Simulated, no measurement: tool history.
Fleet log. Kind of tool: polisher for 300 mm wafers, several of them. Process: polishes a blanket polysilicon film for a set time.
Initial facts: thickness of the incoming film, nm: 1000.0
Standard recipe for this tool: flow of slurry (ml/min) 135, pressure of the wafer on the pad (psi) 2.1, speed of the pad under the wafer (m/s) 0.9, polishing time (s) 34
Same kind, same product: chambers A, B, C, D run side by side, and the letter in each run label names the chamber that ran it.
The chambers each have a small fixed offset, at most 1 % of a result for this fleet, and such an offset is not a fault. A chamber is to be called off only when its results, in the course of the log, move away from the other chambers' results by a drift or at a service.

run	hour	flow of slurry (ml/min)	pressure of the wafer on the pad (psi)	speed of the pad under the wafer (m/s)	polishing time (s)	film removed (Å)
# hour 7.5: chamber A: worn pad replaced by a new one
1D	11.6	135	2.1	0.9	34	1977.9
# hour 20.8: chamber B: worn pad replaced by a new one
2B	21	135	2.1	0.9	34	1962.3
3A	35.1	135	2.1	0.9	34	1968.6
4C	45.4	135	2.1	0.9	34	1967.5
5C	54.2	135	2.1	0.9	34	1933.5
# hour 61.3: chamber D: slurry nozzle cleaned
# hour 61.4: chamber C: worn pad replaced by a new one
# hour 65.5: chamber D: worn pad replaced by a new one
6A	66	135	2.1	0.9	34	1995.9
# hour 73.5: chamber A: worn pad replaced by a new one
7D	74	135	2.1	0.9	34	1995.6
8B	82.6	135	2.1	0.9	34	1936
# hour 94.2: chamber B: slurry nozzle cleaned
9C	94.9	135	2.1	0.9	34	1972.9
10D	108.4	135	2.4	0.9	34	2290.3
11B	120.8	135	2.4	0.9	34	2273.4
12A	127.8	135	2.4	0.9	34	2268.5
# hour 129: chamber C: worn pad replaced by a new one
# hour 131.1: chamber A: worn pad replaced by a new one
# hour 133.2: chamber B: worn pad replaced by a new one
13B	138.9	135	2.4	0.9	34	2277
14A	154	135	2.1	0.9	34	1986.7
15D	162.9	135	2.1	0.9	34	1996.7
# hour 169.3: chamber D: worn pad replaced by a new one
16C	172.5	135	2.1	0.9	34	1979.2
17B	182.3	135	2.1	0.9	34	1903.3
18D	189.6	135	2.1	0.9	34	1987.8
# hour 200.2: chamber A: worn pad replaced by a new one
19A	200.5	160	2.1	0.9	34	2058.4
20C	208.3	160	2.1	0.9	34	2017.3
# hour 208.5: chamber C: worn pad replaced by a new one
21D	218.2	160	2.1	0.9	34	2040.4
22C	233	160	2.1	0.9	34	1985.5
# hour 240.4: chamber B: worn pad replaced by a new one
23B	241.2	135	2.1	0.9	34	1869.7
24A	254.6	135	2.5	0.68	34	1778.1
# hour 263.4: chamber D: worn pad replaced by a new one
# hour 264: chamber A: worn pad replaced by a new one
25D	268.5	135	2.5	0.68	34	1782.5
26A	284	135	2.5	0.68	34	1789.7
# hour 291.9: chamber C: worn pad replaced by a new one
27B	296.7	135	2.5	0.68	34	1618.5
28C	310.2	135	2.1	0.9	34	1981.2
# hour 313.5: chamber C: slurry nozzle cleaned
29D	318.7	135	2.1	0.9	34	2022.4
30C	325.8	135	2.5	0.9	25	1722.8

Which is it: a chamber that has drifted or been left off by a service, a gauge drift common to all chambers, or only each chamber's usual small offset? If a chamber is off, name it and its likeliest cause.

Chamber B drifts away from the others.
Likeliest cause: head's pressure below its setpoint, % = 10.7.
The log may not separate it from: slurry flow missing at the pad, %.

Chamber B could run next with any of the 4 candidate recipes listed below; each alters the usual settings, and their results appear as question marks. Which one brings its results back in line with what the other chambers deliver on the usual settings?
A result is in line if it is within this distance of the other chambers' mean on the usual settings: film removed (Å) 55
31B-1	337.2	135	2	0.9	34	?
31B-2	337.2	135	2	0.86	33	?
31B-3	337.2	135	2.1	0.92	35	?
31B-4	337.2	135	2.2	0.94	35	?

Mean of the other chambers on the usual settings: film removed (Å) 1981.6
run	film removed (Å)
31B-1	1691.9
31B-2	1570.2
31B-3	1869.4
31B-4	2000.9
With 31B-4, the chamber falls back in line with the rest.

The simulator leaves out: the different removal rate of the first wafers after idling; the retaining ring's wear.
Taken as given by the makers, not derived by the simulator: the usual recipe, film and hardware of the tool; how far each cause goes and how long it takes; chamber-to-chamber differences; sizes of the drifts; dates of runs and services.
